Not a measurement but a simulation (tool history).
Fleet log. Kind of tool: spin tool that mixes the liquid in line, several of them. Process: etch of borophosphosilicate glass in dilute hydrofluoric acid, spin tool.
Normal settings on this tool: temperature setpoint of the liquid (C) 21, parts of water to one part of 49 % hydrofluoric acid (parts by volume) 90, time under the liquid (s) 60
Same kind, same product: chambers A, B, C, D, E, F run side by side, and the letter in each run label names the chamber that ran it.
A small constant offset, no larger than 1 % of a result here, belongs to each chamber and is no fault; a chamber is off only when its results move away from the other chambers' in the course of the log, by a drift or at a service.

run	day	temperature setpoint of the liquid (C)	parts of water to one part of 49 % hydrofluoric acid (parts by volume)	time under the liquid (s)	read-back film thickness of the borophosphosilicate glass reference wafer, read on the same gauge (nm)	thickness taken off the borophosphosilicate glass on a monitor wafer (angstrom)
1E	0.296	21	90	60	109.96	155.080
2A	0.767	21	90	60	109.99	155.610
3F	1.221	21	90	60	109.99	154.300
4C	1.750	21	90	60	109.99	156.030
5B	2.112	21	90	60	109.97	151.760
6D	2.375	21	90	60	109.99	155.740
7C	2.671	23	90	60	110.05	169.720
8B	3.200	23	90	60	110.02	166.000
9D	3.571	23	90	60	109.99	169.040
10A	4.062	23	90	60	109.96	168.560
11F	4.529	23	90	60	110.01	168.440
12E	4.929	23	90	60	110.04	170.230
# day 5.233: chamber A: thermometer replaced
13E	5.442	21	90	60	110.01	156.820
14F	5.992	21	90	60	109.99	154.650
# day 6.183: chamber E: thermometer replaced
# day 6.383: chamber C: hydrofluoric acid flow meter replaced
15C	6.496	21	90	60	110.00	154.400
16D	7.000	21	90	60	110.04	157.630
17B	7.288	21	90	60	110.00	153.440
18A	7.588	21	90	60	110.00	154.530
19A	7.988	21	90	60	109.94	154.700
20B	8.300	21	90	60	110.05	153.980
21C	8.592	21	90	60	110.00	156.580
22F	9.025	21	90	60	110.00	155.880
23D	9.404	21	90	60	110.00	159.040
24E	9.875	21	90	60	109.98	153.330
25F	10.446	21	90	60	109.97	156.700
26E	10.879	21	90	60	109.98	154.320
27D	11.267	21	90	60	109.96	159.710
28B	11.658	21	90	60	110.00	152.350
29A	12.200	21	90	60	110.02	154.250
30C	12.767	21	130	70	109.98	119.450
31B	13.217	21	130	70	110.00	116.830
32A	13.517	21	130	70	109.99	119.320
33F	13.867	21	130	70	110.03	119.490
34C	14.288	21	130	70	109.96	118.840
35D	14.721	21	130	70	109.99	127.540
36E	15.096	21	90	60	110.02	155.180
37A	15.475	21	90	60	110.05	152.900
38C	15.954	21	90	60	110.02	156.030

Does one chamber stand apart from the rest, does the shared gauge drift, or is all well apart from small per-chamber offsets? Give the chamber and the most likely cause, where there is one.

It is chamber D that slowly wanders off from its peers.
Likeliest cause: liquid hotter than its thermometer reads (K) = 1.21.
With only this log, it may be confused with: hydrofluoric acid flow above the setpoint (%).

Chamber D could run next with any of the 4 candidate recipes listed below; each alters the usual settings, and their results appear as question marks. Which one brings its results back in line with what the other chambers deliver on the usual settings?
In line here means within this much of the mean the other chambers give on the usual settings: thickness taken off the borophosphosilicate glass on a monitor wafer (angstrom) 3.300
39D-1	16.371	21	85	60		?
39D-2	16.371	21	100	60		?
39D-3	16.371	21	95	60		?
39D-4	16.371	24	90	60		?

What the other chambers average on the usual settings: thickness taken off the borophosphosilicate glass on a monitor wafer (angstrom) 154.780
run	thickness taken off the borophosphosilicate glass on a monitor wafer (angstrom)
39D-1	174.200
39D-2	145.810
39D-3	154.280
39D-4	184.700
39D-3 is the one that brings the chamber's results back in line with the other chambers.
